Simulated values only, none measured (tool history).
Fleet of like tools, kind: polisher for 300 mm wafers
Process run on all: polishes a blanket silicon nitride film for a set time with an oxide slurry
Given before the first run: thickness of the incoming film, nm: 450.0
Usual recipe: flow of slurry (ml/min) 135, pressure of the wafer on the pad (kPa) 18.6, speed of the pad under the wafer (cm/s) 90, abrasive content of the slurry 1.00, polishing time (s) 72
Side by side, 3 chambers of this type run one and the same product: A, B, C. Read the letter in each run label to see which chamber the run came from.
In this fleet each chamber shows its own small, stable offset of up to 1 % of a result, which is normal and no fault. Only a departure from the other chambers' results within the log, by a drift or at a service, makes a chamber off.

run   hour  flow of slurry (ml/min)  pressure of the wafer on the pad (kPa)  speed of the pad under the wafer (cm/s)  abrasive content of the slurry  polishing time (s)  film removed (nm)
 1C    9.5                      135                                    18.6                                       90                            1.00                  72             35.158
 2B   14.6                      135                                    18.6                                       90                            1.00                  72             34.385
      16.9  -- chamber B: slurry nozzle cleaned
 3A   22.7                      135                                    18.6                                       90                            1.00                  72             35.192
      25.2  -- chamber C: worn pad replaced by a new one
 4B   27.9                      135                                    18.6                                       90                            1.00                  72             35.028
 5A   36.4                      135                                    18.6                                       90                            1.00                  72             35.559
 6C   44.5                      135                                    18.6                                       90                            1.00                  72             35.042
 7C   49.5                      135                                    18.6                                       90                            1.00                  72             34.903
 8B   56.2                      135                                    18.6                                       90                            1.00                  72             34.513
      64.2  -- chamber A: worn pad replaced by a new one
 9A   65.8                      135                                    18.6                                       90                            1.00                  72             35.023
      72.9  -- chamber B: worn pad replaced by a new one
10B   75.0                      135                                    18.6                                       90                            1.00                  72             34.224
11C   81.4                      135                                    18.6                                       90                            1.00                  72             34.491
      87.5  -- chamber C: slurry blender recalibrated
12A   89.4                      135                                    18.6                                       90                            1.00                  72             35.456
13A   96.8                      135                                    18.6                                       90                            0.75                  72             29.699
14C  104.0                      135                                    18.6                                       90                            0.75                  72             30.326
     104.4  -- chamber C: conditioning disc replaced and pad reconditioned
15B  113.2                      135                                    18.6                                       90                            0.75                  72             29.686
16B  118.7                      135                                    18.6                                       90                            1.00                  72             34.107
17C  124.0                      135                                    13.1                                       90                            1.00                  72             24.817
18A  132.5                      135                                    13.1                                       90                            1.00                  72             23.772
19B  141.9                      135                                    13.1                                       90                            1.00                  72             24.605
     146.0  -- chamber C: worn pad replaced by a new one
20A  148.0                      135                                    18.6                                       90                            1.00                  72             33.545
21C  153.1                      135                                    18.6                                       90                            1.00                  72             34.166
22A  160.7                      135                                    18.6                                       90                            1.00                  72             34.392
23B  168.1                      135                                    18.6                                       62                            1.00                  72             25.980
24C  173.2                      135                                    18.6                                       62                            1.00                  72             25.769
     175.6  -- chamber A: worn pad replaced by a new one
25B  177.4                      135                                    18.6                                       62                            1.00                  72             25.979
26A  186.9                      135                                    18.6                                       90                            1.00                  72             33.546
     192.7  -- chamber B: worn pad replaced by a new one
27C  196.4                      135                                    18.6                                       90                            1.00                  72             35.157
28C  204.5                      135                                    18.6                                       90                            1.00                  72             34.447
     210.5  -- chamber A: conditioning disc replaced and pad reconditioned
29B  212.8                      115                                    18.6                                       90                            1.10                  72             35.157
30A  220.0                      115                                    18.6                                       90                            1.10                  72             33.141
31B  225.2                      115                                    18.6                                       90                            1.10                  72             34.639
32A  232.0                      135                                    18.6                                       90                            1.00                  72             32.409
33C  238.6                      135                                    18.6                                       90                            1.00                  72             35.605

Has any chamber moved away from the others, gradually or after a service, or does the common gauge drift, or do the chambers differ only by their own small steady offsets? State the chamber and the most likely cause if one applies.

Little by little, chamber A moves away from the other chambers.
Likeliest cause: abrasive missing from the slurry, % = 14.7.
Not necessarily distinguishable in this log from: slurry flow missing at the pad, %; head's pressure below its setpoint, %.

Which of the 4 candidates below, each the usual settings with something changed and its results left as question marks, puts chamber A back in line with what the other chambers give on the usual settings?
Allowed miss from the other chambers' usual-settings mean, per result, to count as in line: film removed (nm) 1.400
34A-1  245.6                      140                                    18.6                                       90                            1.10                  72                  ?
34A-2  245.6                      135                                    16.5                                       90                            0.95                  72                  ?
34A-3  245.6                      135                                    18.6                                       88                            1.00                  70                  ?
34A-4  245.6                      135                                    20.0                                       96                            1.05                  72                  ?

What the other chambers average on the usual settings: film removed (nm) 34.783
  run  film removed (nm)
34A-1             34.575
34A-2             28.400
34A-3             31.355
34A-4             38.016
The right change is 34A-1: it brings the chamber back within the allowed miss of the others.
